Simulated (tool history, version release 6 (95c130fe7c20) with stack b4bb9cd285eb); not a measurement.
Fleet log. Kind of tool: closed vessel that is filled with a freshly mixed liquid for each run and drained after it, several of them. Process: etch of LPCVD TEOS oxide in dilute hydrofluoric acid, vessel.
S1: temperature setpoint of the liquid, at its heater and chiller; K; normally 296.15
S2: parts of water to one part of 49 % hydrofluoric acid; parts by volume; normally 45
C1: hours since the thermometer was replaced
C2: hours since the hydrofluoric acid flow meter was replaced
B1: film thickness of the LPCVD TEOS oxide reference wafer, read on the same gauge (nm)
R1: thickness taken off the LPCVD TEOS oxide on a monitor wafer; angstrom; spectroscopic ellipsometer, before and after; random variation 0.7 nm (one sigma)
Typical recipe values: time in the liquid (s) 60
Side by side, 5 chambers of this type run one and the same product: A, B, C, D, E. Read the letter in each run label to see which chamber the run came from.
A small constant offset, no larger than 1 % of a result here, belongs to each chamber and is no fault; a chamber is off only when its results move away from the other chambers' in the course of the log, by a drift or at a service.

{"run": "1C", "day": 0.467, "S1": 296.15, "S2": 45, "time in the liquid (s)": 60, "C1": 591.3, "C2": 1097.5, "B1": 119.99, "R1": 774.49}
{"run": "2E", "day": 0.796, "S1": 296.15, "S2": 45, "time in the liquid (s)": 60, "C1": 583.8, "C2": 1376.7, "B1": 119.97, "R1": 764.31}
{"run": "3B", "day": 1.092, "S1": 296.15, "S2": 45, "time in the liquid (s)": 60, "C1": 1012.5, "C2": 416.0, "B1": 119.99, "R1": 771.64}
{"run": "4A", "day": 1.475, "S1": 296.15, "S2": 45, "time in the liquid (s)": 60, "C1": 900.4, "C2": 1139.4, "B1": 119.99, "R1": 771.4}
{"run": "5D", "day": 1.925, "S1": 296.15, "S2": 45, "time in the liquid (s)": 60, "C1": 1744.8, "C2": 143.3, "B1": 120.0, "R1": 761.69}
{"run": "6E", "day": 2.188, "S1": 296.15, "S2": 45, "time in the liquid (s)": 60, "C1": 617.2, "C2": 1410.1, "B1": 119.99, "R1": 764.51}
{"run": "7A", "day": 2.654, "S1": 296.15, "S2": 45, "time in the liquid (s)": 60, "C1": 928.7, "C2": 1167.7, "B1": 119.99, "R1": 781.32}
{"run": "8B", "day": 2.896, "S1": 291.65, "S2": 45, "time in the liquid (s)": 60, "C1": 1055.8, "C2": 459.3, "B1": 120.0, "R1": 631.86}
{"run": "9C", "day": 3.304, "S1": 291.65, "S2": 45, "time in the liquid (s)": 60, "C1": 659.4, "C2": 1165.6, "B1": 119.96, "R1": 640.14}
{"run": "10D", "day": 3.733, "S1": 291.65, "S2": 45, "time in the liquid (s)": 60, "C1": 1788.2, "C2": 186.7, "B1": 119.99, "R1": 640.13}
{"run": "11C", "day": 3.954, "S1": 291.65, "S2": 45, "time in the liquid (s)": 60, "C1": 675.0, "C2": 1181.2, "B1": 120.0, "R1": 643.42}
{"run": "12B", "day": 4.196, "S1": 291.65, "S2": 45, "time in the liquid (s)": 60, "C1": 1087.0, "C2": 490.5, "B1": 120.0, "R1": 633.28}
{"run": "13D", "day": 4.642, "S1": 296.15, "S2": 45, "time in the liquid (s)": 60, "C1": 1810.0, "C2": 208.5, "B1": 120.0, "R1": 779.85}
{"run": "14E", "day": 4.875, "S1": 296.15, "S2": 45, "time in the liquid (s)": 60, "C1": 681.7, "C2": 1474.6, "B1": 120.0, "R1": 771.27}
{"run": "15A", "day": 5.267, "S1": 296.15, "S2": 45, "time in the liquid (s)": 60, "C1": 991.4, "C2": 1230.4, "B1": 120.01, "R1": 799.25}
{"run": "16C", "day": 5.567, "S1": 296.15, "S2": 45, "time in the liquid (s)": 60, "C1": 713.7, "C2": 1219.9, "B1": 120.01, "R1": 772.92}
{"run": "17E", "day": 6.025, "S1": 296.15, "S2": 45, "time in the liquid (s)": 60, "C1": 709.3, "C2": 1502.2, "B1": 119.99, "R1": 771.12}
{"run": "18A", "day": 6.283, "S1": 296.15, "S2": 45, "time in the liquid (s)": 60, "C1": 1015.8, "C2": 1254.8, "B1": 119.98, "R1": 812.74}
{"run": "19D", "day": 6.575, "S1": 296.15, "S2": 45, "time in the liquid (s)": 60, "C1": 1856.4, "C2": 254.9, "B1": 119.98, "R1": 781.8}
{"run": "20B", "day": 6.812, "S1": 296.15, "S2": 45, "time in the liquid (s)": 60, "C1": 1149.8, "C2": 553.3, "B1": 119.99, "R1": 776.15}
{"run": "21D", "day": 7.167, "S1": 296.15, "S2": 60, "time in the liquid (s)": 30, "C1": 1870.6, "C2": 269.1, "B1": 120.0, "R1": 284.54}
{"run": "22C", "day": 7.433, "S1": 296.15, "S2": 60, "time in the liquid (s)": 30, "C1": 758.5, "C2": 1264.7, "B1": 119.99, "R1": 285.75}
{"run": "23E", "day": 7.729, "S1": 296.15, "S2": 60, "time in the liquid (s)": 30, "C1": 750.2, "C2": 1543.1, "B1": 120.02, "R1": 284.83}
{"run": "24A", "day": 7.946, "S1": 296.15, "S2": 60, "time in the liquid (s)": 30, "C1": 1055.7, "C2": 1294.7, "B1": 119.99, "R1": 302.02}
{"run": "25B", "day": 8.329, "S1": 296.15, "S2": 60, "time in the liquid (s)": 30, "C1": 1186.2, "C2": 589.7, "B1": 120.0, "R1": 282.19}
{"run": "26A", "day": 8.575, "S1": 296.15, "S2": 45, "time in the liquid (s)": 60, "C1": 1070.8, "C2": 1309.8, "B1": 120.02, "R1": 815.39}
{"run": "27C", "day": 8.804, "S1": 296.15, "S2": 60, "time in the liquid (s)": 45, "C1": 791.4, "C2": 1297.6, "B1": 120.0, "R1": 426.1}
{"run": "28B", "day": 9.25, "S1": 296.15, "S2": 60, "time in the liquid (s)": 45, "C1": 1208.3, "C2": 611.8, "B1": 119.97, "R1": 428.07}
{"run": "29D", "day": 9.529, "S1": 296.15, "S2": 60, "time in the liquid (s)": 45, "C1": 1927.3, "C2": 325.8, "B1": 120.0, "R1": 429.52}
{"run": "30E", "day": 9.942, "S1": 296.15, "S2": 60, "time in the liquid (s)": 45, "C1": 803.3, "C2": 1596.2, "B1": 119.98, "R1": 424.64}
{"run": "31B", "day": 10.354, "S1": 296.15, "S2": 60, "time in the liquid (s)": 45, "C1": 1234.8, "C2": 638.3, "B1": 120.0, "R1": 423.1}
{"run": "32A", "day": 10.792, "S1": 296.15, "S2": 45, "time in the liquid (s)": 60, "C1": 1124.0, "C2": 1363.0, "B1": 120.02, "R1": 843.68}
{"run": "33E", "day": 11.125, "S1": 296.15, "S2": 45, "time in the liquid (s)": 60, "C1": 831.7, "C2": 1624.6, "B1": 120.0, "R1": 770.11}
{"run": "34C", "day": 11.392, "S1": 296.15, "S2": 45, "time in the liquid (s)": 60, "C1": 853.5, "C2": 1359.7, "B1": 120.01, "R1": 787.05}
{"run": "35D", "day": 11.862, "S1": 296.15, "S2": 45, "time in the liquid (s)": 60, "C1": 1983.3, "C2": 381.8, "B1": 120.04, "R1": 766.28}

The same settings go to every chamber for the next run, one line per chamber below. Forecast the results for each:
{"run": "36A", "day": 12.204, "S1": 296.15, "S2": 45, "time in the liquid (s)": 60, "R1": "?"}
{"run": "36B", "day": 12.204, "S1": 296.15, "S2": 45, "time in the liquid (s)": 60, "R1": "?"}
{"run": "36C", "day": 12.204, "S1": 296.15, "S2": 45, "time in the liquid (s)": 60, "R1": "?"}
{"run": "36D", "day": 12.204, "S1": 296.15, "S2": 45, "time in the liquid (s)": 60, "R1": "?"}
{"run": "36E", "day": 12.204, "S1": 296.15, "S2": 45, "time in the liquid (s)": 60, "R1": "?"}

run=36A R1=847.08
run=36B R1=772.96
run=36C R1=759.42
run=36D R1=768.64
run=36E R1=778.63

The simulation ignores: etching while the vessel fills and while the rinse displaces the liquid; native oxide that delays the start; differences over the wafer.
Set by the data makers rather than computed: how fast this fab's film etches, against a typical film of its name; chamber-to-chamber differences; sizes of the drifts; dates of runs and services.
